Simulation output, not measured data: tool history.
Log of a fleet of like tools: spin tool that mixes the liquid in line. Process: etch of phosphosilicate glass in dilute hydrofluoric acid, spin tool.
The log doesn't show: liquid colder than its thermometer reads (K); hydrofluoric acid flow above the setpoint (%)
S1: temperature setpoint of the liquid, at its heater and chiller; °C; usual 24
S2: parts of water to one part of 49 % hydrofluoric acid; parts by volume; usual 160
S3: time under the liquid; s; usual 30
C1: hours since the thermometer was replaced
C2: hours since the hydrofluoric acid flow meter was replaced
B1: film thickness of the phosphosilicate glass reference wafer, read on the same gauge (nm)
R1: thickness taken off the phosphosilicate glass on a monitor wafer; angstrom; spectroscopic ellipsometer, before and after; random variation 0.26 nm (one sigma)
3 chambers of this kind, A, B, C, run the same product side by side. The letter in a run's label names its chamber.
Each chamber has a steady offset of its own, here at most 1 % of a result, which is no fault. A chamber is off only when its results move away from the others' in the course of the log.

run 1C hour=6.8 | S1=24 S2=160 S3=30 | C1=577.5 C2=511.4 | B1=120.03 | R1=352.94
run 2B hour=15.2 | S1=24 S2=160 S3=30 | C1=646.2 C2=644 | B1=119.99 | R1=352.37
run 3A hour=24.7 | S1=24 S2=160 S3=30 | C1=244 C2=502.7 | B1=120.01 | R1=346.95
run 4B hour=34.8 | S1=24 S2=160 S3=30 | C1=665.8 C2=663.6 | B1=119.99 | R1=350.9
run 5C hour=40.8 | S1=24 S2=160 S3=30 | C1=611.5 C2=545.4 | B1=120 | R1=348.27
run 6A hour=46.6 | S1=24 S2=160 S3=30 | C1=265.9 C2=524.6 | B1=119.99 | R1=351.17
run 7B hour=51.2 | S1=24 S2=160 S3=30 | C1=682.2 C2=680 | B1=120 | R1=349.07
run 8C hour=60.3 | S1=24 S2=160 S3=30 | C1=631 C2=564.9 | B1=120 | R1=352.17
run 9A hour=69.2 | S1=24 S2=160 S3=30 | C1=288.5 C2=547.2 | B1=120.03 | R1=355.68
run 10C hour=77.5 | S1=24 S2=160 S3=30 | C1=648.2 C2=582.1 | B1=120.03 | R1=358.29
run 11A hour=87.6 | S1=24 S2=160 S3=30 | C1=306.9 C2=565.6 | B1=120 | R1=354.63
run 12B hour=96.2 | S1=24 S2=160 S3=30 | C1=727.2 C2=725 | B1=120.03 | R1=346.87
run 13C hour=106.1 | S1=20 S2=105 S3=30 | C1=676.8 C2=610.7 | B1=120.02 | R1=489.39
run 14B hour=114.9 | S1=20 S2=105 S3=30 | C1=745.9 C2=743.7 | B1=120.01 | R1=478.58
run 15A hour=124.7 | S1=20 S2=105 S3=30 | C1=344 C2=602.7 | B1=119.97 | R1=506.81
run 16B hour=131.5 | S1=24 S2=160 S3=30 | C1=762.5 C2=760.3 | B1=119.99 | R1=345.25
run 17A hour=136.1 | S1=24 S2=160 S3=30 | C1=355.4 C2=614.1 | B1=120.03 | R1=363.34
run 18C hour=143.1 | S1=24 S2=160 S3=30 | C1=713.8 C2=647.7 | B1=120.02 | R1=348.92
run 19B hour=151.5 | S1=24 S2=160 S3=30 | C1=782.5 C2=780.3 | B1=119.98 | R1=347.15
run 20A hour=160.8 | S1=24 S2=160 S3=30 | C1=380.1 C2=638.8 | B1=120.03 | R1=364.02
run 21C hour=169.3 | S1=24 S2=115 S3=15 | C1=740 C2=673.9 | B1=120.02 | R1=256.38
run 22C hour=178.3 | S1=24 S2=115 S3=15 | C1=749 C2=682.9 | B1=119.99 | R1=257.42
run 23A hour=184.9 | S1=24 S2=115 S3=15 | C1=404.2 C2=662.9 | B1=120.02 | R1=270.24
run 24B hour=191.1 | S1=27 S2=230 S3=30 | C1=822.1 C2=819.9 | B1=119.94 | R1=251.66
run 25A hour=200 | S1=27 S2=230 S3=30 | C1=419.3 C2=678 | B1=120.01 | R1=264.98
run 26B hour=204.8 | S1=27 S2=230 S3=30 | C1=835.8 C2=833.6 | B1=120 | R1=250.97
run 27C hour=209.9 | S1=24 S2=160 S3=30 | C1=780.6 C2=714.5 | B1=119.99 | R1=354.41
run 28B hour=215.6 | S1=24 S2=160 S3=30 | C1=846.6 C2=844.4 | B1=119.98 | R1=353.23
run 29A hour=221.2 | S1=28.5 S2=160 S3=30 | C1=440.5 C2=699.2 | B1=120 | R1=445.13
run 30C hour=228 | S1=28.5 S2=160 S3=30 | C1=798.7 C2=732.6 | B1=120 | R1=415.75
run 31B hour=233.4 | S1=28.5 S2=160 S3=30 | C1=864.4 C2=862.2 | B1=120.01 | R1=409.77
run 32A hour=240 | S1=24 S2=160 S3=30 | C1=459.3 C2=718 | B1=120 | R1=370.66
run 33C hour=246.4 | S1=24 S2=160 S3=30 | C1=817.1 C2=751 | B1=120.01 | R1=357.74
run 34A hour=251.6 | S1=24 S2=160 S3=30 | C1=470.9 C2=729.6 | B1=120.02 | R1=378.29
run 35B hour=258.2 | S1=19 S2=160 S3=15 | C1=889.2 C2=887 | B1=120 | R1=142.52
run 36C hour=263.6 | S1=19 S2=160 S3=15 | C1=834.3 C2=768.2 | B1=119.99 | R1=146.39
run 37C hour=273 | S1=19 S2=160 S3=15 | C1=843.7 C2=777.6 | B1=120 | R1=146.02
run 38B hour=278.2 | S1=24 S2=160 S3=30 | C1=909.2 C2=907 | B1=120.02 | R1=351.51
run 39A hour=286.8 | S1=24 S2=160 S3=15 | C1=506.1 C2=764.8 | B1=119.96 | R1=193.98
run 40C hour=293.1 | S1=24 S2=160 S3=15 | C1=863.8 C2=797.7 | B1=120.01 | R1=174.87
run 41A hour=301.9 | S1=24 S2=160 S3=15 | C1=521.2 C2=779.9 | B1=120.04 | R1=192.66
run 42B hour=311.8 | S1=24 S2=160 S3=30 | C1=942.8 C2=940.6 | B1=119.94 | R1=351.92
run 43A hour=321.3 | S1=24 S2=160 S3=30 | C1=540.6 C2=799.3 | B1=120.02 | R1=385.89

Is one chamber off against the others, does the gauge drift, or is nothing wrong? If a chamber is off, say which, and what the likeliest cause is.

Chamber A drifts away from the others.
Cause: hydrofluoric acid flow above the setpoint (%) = 8.75.
The log may not tell that from: liquid hotter than its thermometer reads (K).

Here are 4 candidates for chamber A's next run, each the usual settings with a change, their results left as question marks. Which one brings its results back in line with what the others give on the usual settings?
In line means no further than this from the other chambers' mean on the usual settings: R1 9.2 angstrom
run 44A-1 hour=328.8 | S1=24.5 S2=150 S3=30 | R1=?
run 44A-2 hour=328.8 | S1=24 S2=185 S3=30 | R1=?
run 44A-3 hour=328.8 | S1=28.5 S2=160 S3=30 | R1=?
run 44A-4 hour=328.8 | S1=21.5 S2=160 S3=30 | R1=?

The other chambers' mean on the usual settings: R1 351.07 angstrom
run=44A-1 R1=426.2
run=44A-2 R1=325.62
run=44A-3 R1=459.51
run=44A-4 R1=350.92
44A-4 brings the chamber back in line.
